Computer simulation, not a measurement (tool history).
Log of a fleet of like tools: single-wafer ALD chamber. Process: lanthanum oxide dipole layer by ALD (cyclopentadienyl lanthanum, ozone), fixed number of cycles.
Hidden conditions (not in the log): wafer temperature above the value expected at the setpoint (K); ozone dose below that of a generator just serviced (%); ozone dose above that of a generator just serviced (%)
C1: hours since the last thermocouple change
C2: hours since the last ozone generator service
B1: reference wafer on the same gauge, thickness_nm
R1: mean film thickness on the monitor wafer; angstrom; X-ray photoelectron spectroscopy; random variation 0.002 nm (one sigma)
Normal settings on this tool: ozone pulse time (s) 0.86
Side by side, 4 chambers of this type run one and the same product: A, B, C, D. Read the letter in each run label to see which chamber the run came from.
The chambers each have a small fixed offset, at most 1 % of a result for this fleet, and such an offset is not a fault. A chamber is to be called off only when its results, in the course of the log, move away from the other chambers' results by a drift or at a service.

Run 1D, hour 5.2: usual settings; C1 54.9; C2 642.9; B1 0.5149. Result: R1 4.7289 angstrom.
Run 2A, hour 11.7: usual settings; C1 516.4; C2 934; B1 0.51479. Result: R1 4.7644 angstrom.
Run 3C, hour 17.1: usual settings; C1 57.4; C2 975.6; B1 0.51557. Result: R1 4.8146 angstrom.
Run 4B, hour 21.6: usual settings; C1 2003.3; C2 761.9; B1 0.51474. Result: R1 4.7559 angstrom.
Run 5A, hour 27.5: usual settings; C1 532.2; C2 949.8; B1 0.51539. Result: R1 4.7843 angstrom.
Run 6B, hour 34.7: usual settings; C1 2016.4; C2 775; B1 0.51494. Result: R1 4.7921 angstrom.
Run 7C, hour 41.8: usual settings; C1 82.1; C2 1000.3; B1 0.51471. Result: R1 4.7953 angstrom.
Run 8D, hour 49.5: usual settings; C1 99.2; C2 687.2; B1 0.51533. Result: R1 4.7473 angstrom.
Run 9A, hour 54.2: usual settings; C1 558.9; C2 976.5; B1 0.51455. Result: R1 4.7092 angstrom.
Run 10B, hour 60.2: usual settings; C1 2041.9; C2 800.5; B1 0.51497. Result: R1 4.7625 angstrom.
Run 11D, hour 65.7: usual settings; C1 115.4; C2 703.4; B1 0.51525. Result: R1 4.7345 angstrom.
Run 12C, hour 69.8: usual settings but ozone pulse time (s) 0.98; C1 110.1; C2 1028.3; B1 0.51478. Result: R1 4.993 angstrom.
Run 13B, hour 76.1: usual settings but ozone pulse time (s) 0.98; C1 2057.8; C2 816.4; B1 0.51537. Result: R1 4.98 angstrom.
Run 14A, hour 83.3: usual settings but ozone pulse time (s) 0.98; C1 588; C2 1005.6; B1 0.51473. Result: R1 5.0011 angstrom.
Run 15D, hour 91.6: usual settings but ozone pulse time (s) 0.98; C1 141.3; C2 729.3; B1 0.51574. Result: R1 4.9702 angstrom.
Run 16C, hour 97: usual settings; C1 137.3; C2 1055.5; B1 0.51539. Result: R1 4.7993 angstrom.
Run 17A, hour 104.6: usual settings; C1 609.3; C2 1026.9; B1 0.51561. Result: R1 4.6861 angstrom.
Run 18C, hour 108.5: usual settings; C1 148.8; C2 1067; B1 0.51479. Result: R1 4.7807 angstrom.
Run 19B, hour 115.7: usual settings; C1 2097.4; C2 856; B1 0.51463. Result: R1 4.7531 angstrom.
Run 20D, hour 121.2: usual settings; C1 170.9; C2 758.9; B1 0.51532. Result: R1 4.7414 angstrom.
Run 21D, hour 128.3: usual settings; C1 178; C2 766; B1 0.51456. Result: R1 4.7607 angstrom.
Run 22B, hour 132.5: usual settings but ozone pulse time (s) 1.07; C1 2114.2; C2 872.8; B1 0.51479. Result: R1 5.1374 angstrom.
Run 23C, hour 138.9: usual settings but ozone pulse time (s) 1.07; C1 179.2; C2 1097.4; B1 0.51571. Result: R1 5.1275 angstrom.
Run 24A, hour 147.3: usual settings but ozone pulse time (s) 1.07; C1 652; C2 1069.6; B1 0.51486. Result: R1 5.0439 angstrom.
Run 25B, hour 152.6: usual settings but ozone pulse time (s) 1.07; C1 2134.3; C2 892.9; B1 0.51552. Result: R1 5.1408 angstrom.
Run 26D, hour 158.1: usual settings; C1 207.8; C2 795.8; B1 0.51522. Result: R1 4.7621 angstrom.
Run 27A, hour 165: usual settings; C1 669.7; C2 1087.3; B1 0.51546. Result: R1 4.6844 angstrom.
At hour 166.5: chamber C: ozone generator serviced.
Run 28C, hour 169.3: usual settings; C1 209.6; C2 2.9; B1 0.51501. Result: R1 4.7629 angstrom.
Run 29D, hour 175.2: usual settings; C1 224.9; C2 812.9; B1 0.51444. Result: R1 4.7472 angstrom.
Run 30B, hour 179.8: usual settings; C1 2161.5; C2 920.1; B1 0.51518. Result: R1 4.8041 angstrom.
Run 31A, hour 186.2: usual settings; C1 690.9; C2 1108.5; B1 0.51499. Result: R1 4.6539 angstrom.
Run 32C, hour 191.8: usual settings; C1 232.1; C2 25.4; B1 0.51539. Result: R1 4.8044 angstrom.
Run 33D, hour 199.4: usual settings; C1 249.1; C2 837.1; B1 0.51468. Result: R1 4.7518 angstrom.

Is one chamber out of step, is the gauge drifting, or do the chambers differ by no more than their own small offsets? For an off chamber, give its letter and the likeliest cause.

One chamber, A, drifts off from the rest bit by bit.
What lies behind it: ozone dose below that of a generator just serviced (%) = 6.22.

Below are 4 candidate recipes for chamber A's next run, each the usual settings with a change, their results shown as question marks. Which of them brings A's results back in line with what the other chambers give on the usual settings?
In line means no further than this from the other chambers' mean on the usual settings: R1 0.071 angstrom
Run 34A-1, hour 205.5: usual settings but ozone pulse time (s) 0.98. Result: R1 ?.
Run 34A-2, hour 205.5: usual settings but ozone pulse time (s) 0.77. Result: R1 ?.
Run 34A-3, hour 205.5: usual settings but ozone pulse time (s) 0.81. Result: R1 ?.
Run 34A-4, hour 205.5: usual settings but ozone pulse time (s) 0.91. Result: R1 ?.

The mean the other chambers reach with the usual settings: R1 4.7646 angstrom
  run      R1
34A-1  4.8736
34A-2  4.4172
34A-3  4.5189
34A-4  4.7414
With 34A-4, the chamber falls back in line with the rest.

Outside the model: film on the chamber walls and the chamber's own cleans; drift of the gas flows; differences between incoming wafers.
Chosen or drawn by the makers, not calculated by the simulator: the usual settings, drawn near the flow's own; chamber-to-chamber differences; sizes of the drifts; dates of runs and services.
